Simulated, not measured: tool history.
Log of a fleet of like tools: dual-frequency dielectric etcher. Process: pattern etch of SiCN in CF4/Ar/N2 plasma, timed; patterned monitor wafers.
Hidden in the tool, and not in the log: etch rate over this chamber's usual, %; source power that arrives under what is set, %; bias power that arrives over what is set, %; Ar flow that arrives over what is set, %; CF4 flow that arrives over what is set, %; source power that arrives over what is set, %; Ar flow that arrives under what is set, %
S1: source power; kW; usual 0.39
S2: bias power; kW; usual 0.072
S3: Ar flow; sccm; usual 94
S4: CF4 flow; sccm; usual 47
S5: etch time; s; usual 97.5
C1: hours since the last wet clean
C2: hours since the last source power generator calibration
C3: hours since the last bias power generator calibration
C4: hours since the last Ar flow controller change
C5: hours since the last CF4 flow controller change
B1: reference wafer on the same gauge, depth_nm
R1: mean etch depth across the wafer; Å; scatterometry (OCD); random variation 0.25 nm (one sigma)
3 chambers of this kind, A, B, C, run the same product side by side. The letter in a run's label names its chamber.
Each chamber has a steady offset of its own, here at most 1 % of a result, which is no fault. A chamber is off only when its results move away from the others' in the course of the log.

Run 1B, day 0.621: usual settings; C1 216; C2 2313; C3 2631.3; C4 3008.3; C5 4113.8; B1 79.016. Result: R1 708.56 Å.
Run 2C, day 1.279: usual settings; C1 38.9; C2 2660.1; C3 334; C4 4226.9; C5 2184.7; B1 79.011. Result: R1 696.38 Å.
Run 3A, day 1.808: usual settings; C1 390.8; C2 1158.6; C3 367.6; C4 2662.2; C5 107.8; B1 78.966. Result: R1 697.03 Å.
Run 4C, day 2.217: usual settings; C1 61.4; C2 2682.6; C3 356.5; C4 4249.4; C5 2207.2; B1 79.008. Result: R1 696.93 Å.
Run 5B, day 2.771: usual settings; C1 267.6; C2 2364.6; C3 2682.9; C4 3059.9; C5 4165.4; B1 79.006. Result: R1 708.04 Å.
Run 6A, day 3.304: usual settings; C1 426.7; C2 1194.5; C3 403.5; C4 2698.1; C5 143.7; B1 79.061. Result: R1 701.1 Å.
At day 3.7: chamber A: wet clean of the chamber.
Run 7B, day 3.962: usual settings but S1 0.46 kW, S3 105 sccm; C1 296.2; C2 2393.2; C3 2711.5; C4 3088.5; C5 4194; B1 79.03. Result: R1 810.96 Å.
Run 8A, day 4.483: usual settings but S1 0.46 kW, S3 105 sccm; C1 18.9; C2 1222.8; C3 431.8; C4 2726.4; C5 172; B1 78.877. Result: R1 793.08 Å.
Run 9C, day 4.838: usual settings but S1 0.46 kW, S3 105 sccm; C1 124.3; C2 2745.5; C3 419.4; C4 4312.3; C5 2270.1; B1 78.94. Result: R1 792.91 Å.
Run 10A, day 5.288: usual settings but S3 73 sccm; C1 38.2; C2 1242.1; C3 451.1; C4 2745.7; C5 191.3; B1 79.029. Result: R1 723.02 Å.
Run 11B, day 5.825: usual settings but S3 73 sccm; C1 340.9; C2 2437.9; C3 2756.2; C4 3133.2; C5 4238.7; B1 78.991. Result: R1 736.09 Å.
Run 12C, day 6.246: usual settings but S3 73 sccm; C1 158.1; C2 2779.3; C3 453.2; C4 4346.1; C5 2303.9; B1 78.95. Result: R1 726.2 Å.
Run 13A, day 6.779: usual settings; C1 74; C2 1277.9; C3 486.9; C4 2781.5; C5 227.1; B1 78.981. Result: R1 696.8 Å.
Run 14B, day 7.2: usual settings; C1 373.9; C2 2470.9; C3 2789.2; C4 3166.2; C5 4271.7; B1 78.995. Result: R1 706.99 Å.
At day 7.238: chamber B: wet clean of the chamber.
Run 15C, day 7.717: usual settings; C1 193.4; C2 2814.6; C3 488.5; C4 4381.4; C5 2339.2; B1 78.95. Result: R1 696.61 Å.
Run 16B, day 8.025: usual settings; C1 19; C2 2490.7; C3 2809; C4 3186; C5 4291.5; B1 78.925. Result: R1 706.32 Å.
Run 17A, day 8.575: usual settings; C1 117.1; C2 1321; C3 530; C4 2824.6; C5 270.2; B1 79.033. Result: R1 691.61 Å.
Run 18C, day 9.121: usual settings; C1 227.1; C2 2848.3; C3 522.2; C4 4415.1; C5 2372.9; B1 79.047. Result: R1 700.11 Å.
Run 19B, day 9.767: usual settings; C1 60.8; C2 2532.5; C3 2850.8; C4 3227.8; C5 4333.3; B1 78.974. Result: R1 708.95 Å.
Run 20C, day 10.367: usual settings; C1 257; C2 2878.2; C3 552.1; C4 4445; C5 2402.8; B1 79.044. Result: R1 696.8 Å.
Run 21A, day 10.796: usual settings; C1 170.4; C2 1374.3; C3 583.3; C4 2877.9; C5 323.5; B1 78.996. Result: R1 689.01 Å.
Run 22C, day 11.312: usual settings; C1 279.7; C2 2900.9; C3 574.8; C4 4467.7; C5 2425.5; B1 79.037. Result: R1 698.59 Å.
Run 23B, day 11.758: usual settings but S1 0.45 kW, S5 71.5 s; C1 108.6; C2 2580.3; C3 2898.6; C4 3275.6; C5 4381.1; B1 79.055. Result: R1 587.64 Å.
Run 24A, day 12.342: usual settings but S1 0.45 kW, S5 71.5 s; C1 207.5; C2 1411.4; C3 620.4; C4 2915; C5 360.6; B1 78.94. Result: R1 569.46 Å.
Run 25A, day 12.808: usual settings but S1 0.45 kW, S5 71.5 s; C1 218.7; C2 1422.6; C3 631.6; C4 2926.2; C5 371.8; B1 78.995. Result: R1 568.82 Å.
Run 26C, day 13.367: usual settings; C1 329; C2 2950.2; C3 624.1; C4 4517; C5 2474.8; B1 78.989. Result: R1 697.57 Å.
At day 13.617: chamber B: bias power generator calibrated.
Run 27B, day 13.779: usual settings; C1 157.1; C2 2628.8; C3 3.9; C4 3324.1; C5 4429.6; B1 79.02. Result: R1 709.56 Å.
Run 28A, day 14.233: usual settings; C1 252.9; C2 1456.8; C3 665.8; C4 2960.4; C5 406; B1 78.991. Result: R1 681.09 Å.

What goes on in this fleet: one chamber off, a drifting gauge, or nothing beyond the chambers' own small offsets? Name the chamber and the cause, if any.

Chamber A drifts away from the others.
Cause: source power that arrives under what is set, % = 3.03.
The log may not tell that from: etch rate under this chamber's usual, %.

Here are 4 candidates for chamber A's next run, each the usual settings with a change, their results left as question marks. Which one brings its results back in line with what the others give on the usual settings?
In line means no further than this from the other chambers' mean on the usual settings: R1 8.8 Å
Run 29A-1, day 14.733: usual settings but S5 97 s. Result: R1 ?.
Run 29A-2, day 14.733: usual settings but S3 92 sccm, S4 48 sccm. Result: R1 ?.
Run 29A-3, day 14.733: usual settings but S5 94.5 s. Result: R1 ?.
Run 29A-4, day 14.733: usual settings but S2 0.073 kW, S5 100 s. Result: R1 ?.

The other chambers' mean on the usual settings: R1 702.92 Å
  run      R1
29A-1   679.2
29A-2  687.28
29A-3   661.7
29A-4  703.75
29A-4 brings the chamber back in line.

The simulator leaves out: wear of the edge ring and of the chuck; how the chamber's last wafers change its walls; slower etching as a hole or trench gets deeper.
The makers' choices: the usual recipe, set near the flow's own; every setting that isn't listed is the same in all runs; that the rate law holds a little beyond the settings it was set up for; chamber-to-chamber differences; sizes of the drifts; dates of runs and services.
